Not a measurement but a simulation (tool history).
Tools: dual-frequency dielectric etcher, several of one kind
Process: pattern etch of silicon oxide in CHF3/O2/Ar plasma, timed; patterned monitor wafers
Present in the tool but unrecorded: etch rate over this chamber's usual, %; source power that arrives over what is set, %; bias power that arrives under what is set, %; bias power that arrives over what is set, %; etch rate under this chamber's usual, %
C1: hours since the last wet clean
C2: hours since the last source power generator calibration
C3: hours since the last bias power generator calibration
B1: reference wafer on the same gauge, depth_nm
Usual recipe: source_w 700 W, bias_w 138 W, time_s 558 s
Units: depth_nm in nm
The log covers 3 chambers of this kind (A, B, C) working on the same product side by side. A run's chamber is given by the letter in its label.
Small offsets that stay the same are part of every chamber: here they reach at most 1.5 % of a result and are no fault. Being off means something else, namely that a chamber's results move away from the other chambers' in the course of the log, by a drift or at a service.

run 1B day=0.267 | source_w=700 bias_w=138 time_s=558 | C1=256.4 C2=2395 C3=1353.8 | B1=1260.6 | depth_nm=1079.6
run 2C day=0.612 | source_w=700 bias_w=138 time_s=558 | C1=173.9 C2=490.1 C3=2031.8 | B1=1259.7 | depth_nm=1059.6
run 3A day=0.946 | source_w=700 bias_w=138 time_s=558 | C1=428.6 C2=1363.7 C3=2445.8 | B1=1260 | depth_nm=1080.5
run 4A day=1.212 | source_w=700 bias_w=138 time_s=558 | C1=435 C2=1370.1 C3=2452.2 | B1=1260.2 | depth_nm=1088
run 5B day=1.392 | source_w=700 bias_w=138 time_s=714 | C1=283.4 C2=2422 C3=1380.8 | B1=1259.1 | depth_nm=1393.6
run 6C day=1.775 | source_w=700 bias_w=138 time_s=714 | C1=201.8 C2=518 C3=2059.7 | B1=1258.7 | depth_nm=1348
run 7A day=2.017 | source_w=700 bias_w=138 time_s=714 | C1=454.3 C2=1389.4 C3=2471.5 | B1=1259.1 | depth_nm=1379.9
run 8C day=2.204 | source_w=700 bias_w=138 time_s=558 | C1=212.1 C2=528.3 C3=2070 | B1=1260.1 | depth_nm=1055
run 9B day=2.542 | source_w=700 bias_w=138 time_s=558 | C1=311 C2=2449.6 C3=1408.4 | B1=1260.4 | depth_nm=1079.4
run 10C day=2.938 | source_w=700 bias_w=138 time_s=558 | C1=229.7 C2=545.9 C3=2087.6 | B1=1259.4 | depth_nm=1041.8
run 11A day=3.229 | source_w=700 bias_w=138 time_s=558 | C1=483.4 C2=1418.5 C3=2500.6 | B1=1259.3 | depth_nm=1074.5
run 12B day=3.446 | source_w=700 bias_w=121 time_s=558 | C1=332.7 C2=2471.3 C3=1430.1 | B1=1259.8 | depth_nm=1037.4
run 13C day=3.838 | source_w=700 bias_w=121 time_s=558 | C1=251.3 C2=567.5 C3=2109.2 | B1=1259.2 | depth_nm=990.19
run 14A day=4.092 | source_w=700 bias_w=121 time_s=558 | C1=504.1 C2=1439.2 C3=2521.3 | B1=1259.5 | depth_nm=1047.4
run 15B day=4.288 | source_w=640 bias_w=138 time_s=558 | C1=352.9 C2=2491.5 C3=1450.3 | B1=1260.6 | depth_nm=1042.3
run 16C day=4.638 | source_w=640 bias_w=138 time_s=558 | C1=270.5 C2=586.7 C3=2128.4 | B1=1260 | depth_nm=988.54
run 17B day=4.879 | source_w=640 bias_w=138 time_s=558 | C1=367.1 C2=2505.7 C3=1464.5 | B1=1258.9 | depth_nm=1042.7
run 18A day=5.112 | source_w=700 bias_w=138 time_s=558 | C1=528.6 C2=1463.7 C3=2545.8 | B1=1258.5 | depth_nm=1081.7
run 19A day=5.388 | source_w=700 bias_w=138 time_s=558 | C1=535.2 C2=1470.3 C3=2552.4 | B1=1260.8 | depth_nm=1084.2
run 20C day=5.583 | source_w=700 bias_w=138 time_s=558 | C1=293.2 C2=609.4 C3=2151.1 | B1=1260.2 | depth_nm=1013.6
run 21B day=5.821 | source_w=700 bias_w=138 time_s=558 | C1=389.7 C2=2528.3 C3=1487.1 | B1=1261 | depth_nm=1083.6

Does one chamber stand apart from the rest, does the shared gauge drift, or is all well apart from small per-chamber offsets? Give the chamber and the most likely cause, where there is one.

Chamber C drifts away from the others.
Likeliest cause: etch rate under this chamber's usual, % = 4.88.

Which of the 4 candidates below, each the usual settings with something changed and its results left as question marks, puts chamber C back in line with what the other chambers give on the usual settings?
Allowed miss from the other chambers' usual-settings mean, per result, to count as in line: depth_nm 17 nm
run 22C-1 day=6.108 | source_w=690 bias_w=136 time_s=526.5 | depth_nm=?
run 22C-2 day=6.108 | source_w=710 bias_w=138 time_s=591.5 | depth_nm=?
run 22C-3 day=6.108 | source_w=700 bias_w=137 time_s=546 | depth_nm=?
run 22C-4 day=6.108 | source_w=700 bias_w=139 time_s=570 | depth_nm=?

The mean the other chambers reach with the usual settings: depth_nm 1081.3 nm
run=22C-1 depth_nm=943.15
run=22C-2 depth_nm=1076.6
run=22C-3 depth_nm=985.97
run=22C-4 depth_nm=1034.1
22C-2 puts the chamber back in line with the other chambers.
